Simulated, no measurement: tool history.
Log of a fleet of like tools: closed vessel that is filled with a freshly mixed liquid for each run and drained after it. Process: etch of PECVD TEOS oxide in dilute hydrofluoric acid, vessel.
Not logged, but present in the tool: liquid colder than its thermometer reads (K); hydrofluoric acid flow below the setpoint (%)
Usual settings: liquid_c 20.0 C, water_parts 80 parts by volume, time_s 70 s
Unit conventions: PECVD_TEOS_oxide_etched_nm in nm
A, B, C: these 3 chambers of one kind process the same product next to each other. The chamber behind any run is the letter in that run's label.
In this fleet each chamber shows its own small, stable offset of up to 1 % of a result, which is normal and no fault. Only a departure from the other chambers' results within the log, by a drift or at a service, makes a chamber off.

| run | hour | liquid_c | water_parts | time_s | hours since the thermometer was replaced | hours since the hydrofluoric acid flow meter was replaced | read-back film thickness of the PECVD TEOS oxide reference wafer, read on the same gauge (nm) | PECVD_TEOS_oxide_etched_nm |
|---|---|---|---|---|---|---|---|---|
| 1A | 6.7 | 20.0 | 80 | 70 | 153.9 | 1068.3 | 89.971 | 15.6200 |
| 2B | 11.5 | 20.0 | 80 | 70 | 1838.5 | 738.4 | 89.959 | 15.2370 |
| 3C | 17.3 | 20.0 | 80 | 70 | 1142.6 | 952.3 | 90.034 | 15.6340 |
| 4B | 22.0 | 20.0 | 80 | 70 | 1849.0 | 748.9 | 90.025 | 15.3320 |
| 5A | 26.1 | 20.0 | 80 | 70 | 173.3 | 1087.7 | 90.002 | 15.5650 |
| 6C | 29.6 | 20.0 | 80 | 70 | 1154.9 | 964.6 | 89.991 | 15.4940 |
| 7C | 34.0 | 20.0 | 80 | 70 | 1159.3 | 969.0 | 89.979 | 15.4780 |
| 8A | 41.6 | 20.0 | 80 | 70 | 188.8 | 1103.2 | 89.976 | 15.6060 |
| 9B | 46.8 | 20.0 | 80 | 70 | 1873.8 | 773.7 | 90.036 | 15.4090 |
| 10C | 53.6 | 20.0 | 80 | 70 | 1178.9 | 988.6 | 89.941 | 15.3050 |
| 11B | 58.1 | 20.0 | 80 | 70 | 1885.1 | 785.0 | 90.015 | 15.3340 |
| 12A | 64.4 | 20.0 | 80 | 70 | 211.6 | 1126.0 | 89.976 | 15.6020 |
| 13B | 70.0 | 20.0 | 80 | 70 | 1897.0 | 796.9 | 89.989 | 15.3100 |
| 14C | 76.8 | 20.0 | 80 | 70 | 1202.1 | 1011.8 | 89.973 | 14.8780 |
| 15A | 84.7 | 20.0 | 80 | 70 | 231.9 | 1146.3 | 90.015 | 15.4870 |
| 16C | 89.6 | 20.0 | 80 | 70 | 1214.9 | 1024.6 | 89.993 | 14.7680 |
| 17A | 96.7 | 24.5 | 80 | 70 | 243.9 | 1158.3 | 89.954 | 18.7960 |
| 18B | 103.0 | 24.5 | 80 | 70 | 1930.0 | 829.9 | 89.991 | 18.2780 |
| 19A | 109.0 | 24.5 | 80 | 70 | 256.2 | 1170.6 | 90.033 | 18.6190 |
| 20B | 114.4 | 20.0 | 80 | 70 | 1941.4 | 841.3 | 89.961 | 15.4010 |

Does one chamber stand apart from the rest, does the shared gauge drift, or is all well apart from small per-chamber offsets? Give the chamber and the most likely cause, where there is one.

One chamber, C, drifts off from the rest bit by bit.
What lies behind it: hydrofluoric acid flow below the setpoint (%) = 7.47.
The log may not separate it from: liquid colder than its thermometer reads (K).

Chamber C could run next with any of the 4 candidate recipes listed below; each alters the usual settings, and their results appear as question marks. Which one brings its results back in line with what the other chambers deliver on the usual settings?
A result is in line if it is within this distance of the other chambers' mean on the usual settings: PECVD_TEOS_oxide_etched_nm 0.3400 nm
| 21C-1 | 120.2 | 20.5 | 80 | 75 |  |  |  | ? |
| 21C-2 | 120.2 | 19.0 | 80 | 70 |  |  |  | ? |
| 21C-3 | 120.2 | 19.5 | 85 | 70 |  |  |  | ? |
| 21C-4 | 120.2 | 21.0 | 80 | 70 |  |  |  | ? |

Mean of the other chambers on the usual settings: PECVD_TEOS_oxide_etched_nm 15.4540 nm
| run | PECVD_TEOS_oxide_etched_nm |
|---|---|
| 21C-1 | 15.5710 |
| 21C-2 | 13.6440 |
| 21C-3 | 13.0380 |
| 21C-4 | 14.8420 |
With 21C-1, the chamber falls back in line with the rest.
